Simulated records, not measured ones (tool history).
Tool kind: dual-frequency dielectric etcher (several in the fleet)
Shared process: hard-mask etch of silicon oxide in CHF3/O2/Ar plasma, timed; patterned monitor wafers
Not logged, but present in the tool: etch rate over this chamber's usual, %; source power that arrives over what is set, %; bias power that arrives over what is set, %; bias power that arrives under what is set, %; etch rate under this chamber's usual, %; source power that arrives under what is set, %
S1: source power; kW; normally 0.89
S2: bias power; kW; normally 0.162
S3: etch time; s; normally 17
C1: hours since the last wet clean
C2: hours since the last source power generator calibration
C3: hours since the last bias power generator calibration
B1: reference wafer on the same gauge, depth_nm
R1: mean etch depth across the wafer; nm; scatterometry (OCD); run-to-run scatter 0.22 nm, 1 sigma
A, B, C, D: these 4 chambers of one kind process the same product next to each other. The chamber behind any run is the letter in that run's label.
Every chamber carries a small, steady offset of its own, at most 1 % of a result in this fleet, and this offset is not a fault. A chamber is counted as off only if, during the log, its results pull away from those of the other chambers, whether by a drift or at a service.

Run 1A, hour 6.9: usual settings; C1 449.1; C2 2893.7; C3 3838.6; B1 36.338. Result: R1 38.322 nm.
Run 2C, hour 21.6: usual settings; C1 111.2; C2 1779.1; C3 1932; B1 36.437. Result: R1 37.97 nm.
Run 3B, hour 30.9: usual settings; C1 222.8; C2 1554.5; C3 3547.3; B1 36.392. Result: R1 38.394 nm.
Run 4D, hour 42.5: usual settings; C1 242.9; C2 3473.1; C3 1336.4; B1 36.382. Result: R1 37.422 nm.
At hour 45.7: chamber A: wet clean of the chamber.
At hour 50: chamber A: bias power generator calibrated.
Run 5C, hour 53.8: usual settings; C1 143.4; C2 1811.3; C3 1964.2; B1 36.347. Result: R1 37.901 nm.
Run 6D, hour 64.3: usual settings; C1 264.7; C2 3494.9; C3 1358.2; B1 36.362. Result: R1 37.424 nm.
Run 7A, hour 72.7: usual settings but S1 0.76 kW, S2 0.184 kW; C1 27.1; C2 2959.5; C3 22.7; B1 36.372. Result: R1 36.848 nm.
Run 8B, hour 83.8: usual settings but S1 0.76 kW, S2 0.184 kW; C1 275.7; C2 1607.4; C3 3600.2; B1 36.339. Result: R1 36.928 nm.
Run 9A, hour 98.1: usual settings but S1 0.76 kW, S2 0.184 kW; C1 52.5; C2 2984.9; C3 48.1; B1 36.364. Result: R1 37.126 nm.
Run 10D, hour 105.6: usual settings but S1 0.76 kW, S2 0.184 kW; C1 306; C2 3536.2; C3 1399.5; B1 36.364. Result: R1 36.722 nm.
Run 11B, hour 114.5: usual settings; C1 306.4; C2 1638.1; C3 3630.9; B1 36.397. Result: R1 37.918 nm.
Run 12C, hour 121.8: usual settings; C1 211.4; C2 1879.3; C3 2032.2; B1 36.401. Result: R1 37.493 nm.
Run 13A, hour 132.3: usual settings; C1 86.7; C2 3019.1; C3 82.3; B1 36.418. Result: R1 37.579 nm.
Run 14D, hour 143.9: usual settings; C1 344.3; C2 3574.5; C3 1437.8; B1 36.424. Result: R1 37.485 nm.
Run 15B, hour 159.2: usual settings; C1 351.1; C2 1682.8; C3 3675.6; B1 36.43. Result: R1 37.683 nm.
Run 16C, hour 171.3: usual settings but S1 0.99 kW; C1 260.9; C2 1928.8; C3 2081.7; B1 36.405. Result: R1 39.412 nm.
Run 17A, hour 179.5: usual settings but S1 0.99 kW; C1 133.9; C2 3066.3; C3 129.5; B1 36.454. Result: R1 39.334 nm.
Run 18D, hour 193.9: usual settings but S1 0.99 kW; C1 394.3; C2 3624.5; C3 1487.8; B1 36.368. Result: R1 37.964 nm.
Run 19B, hour 203.4: usual settings but S1 0.99 kW; C1 395.3; C2 1727; C3 3719.8; B1 36.429. Result: R1 39.842 nm.
Run 20C, hour 212.3: usual settings; C1 301.9; C2 1969.8; C3 2122.7; B1 36.368. Result: R1 37.731 nm.
Run 21C, hour 220.8: usual settings; C1 310.4; C2 1978.3; C3 2131.2; B1 36.437. Result: R1 38.153 nm.
At hour 225.5: chamber D: source power generator calibrated.
Run 22A, hour 227.9: usual settings; C1 182.3; C2 3114.7; C3 177.9; B1 36.405. Result: R1 37.804 nm.
Run 23D, hour 243: usual settings; C1 443.4; C2 17.6; C3 1536.9; B1 36.393. Result: R1 36.415 nm.
Run 24B, hour 249.9: usual settings; C1 441.8; C2 1773.5; C3 3766.3; B1 36.428. Result: R1 38.284 nm.
Run 25B, hour 257.1: usual settings but S1 1.06 kW, S2 0.181 kW; C1 449; C2 1780.7; C3 3773.5; B1 36.365. Result: R1 42.467 nm.
Run 26A, hour 266: usual settings but S1 1.06 kW, S2 0.181 kW; C1 220.4; C2 3152.8; C3 216; B1 36.411. Result: R1 41.762 nm.

All chambers now run identical settings, listed one chamber a line with results as question marks. What results will each chamber show?
Run 27A, hour 277: usual settings but S3 21 s. Result: R1 ?.
Run 27B, hour 277: usual settings but S3 21 s. Result: R1 ?.
Run 27C, hour 277: usual settings but S3 21 s. Result: R1 ?.
Run 27D, hour 277: usual settings but S3 21 s. Result: R1 ?.

run      R1
27A  46.543
27B  46.969
27C  46.645
27D  44.817
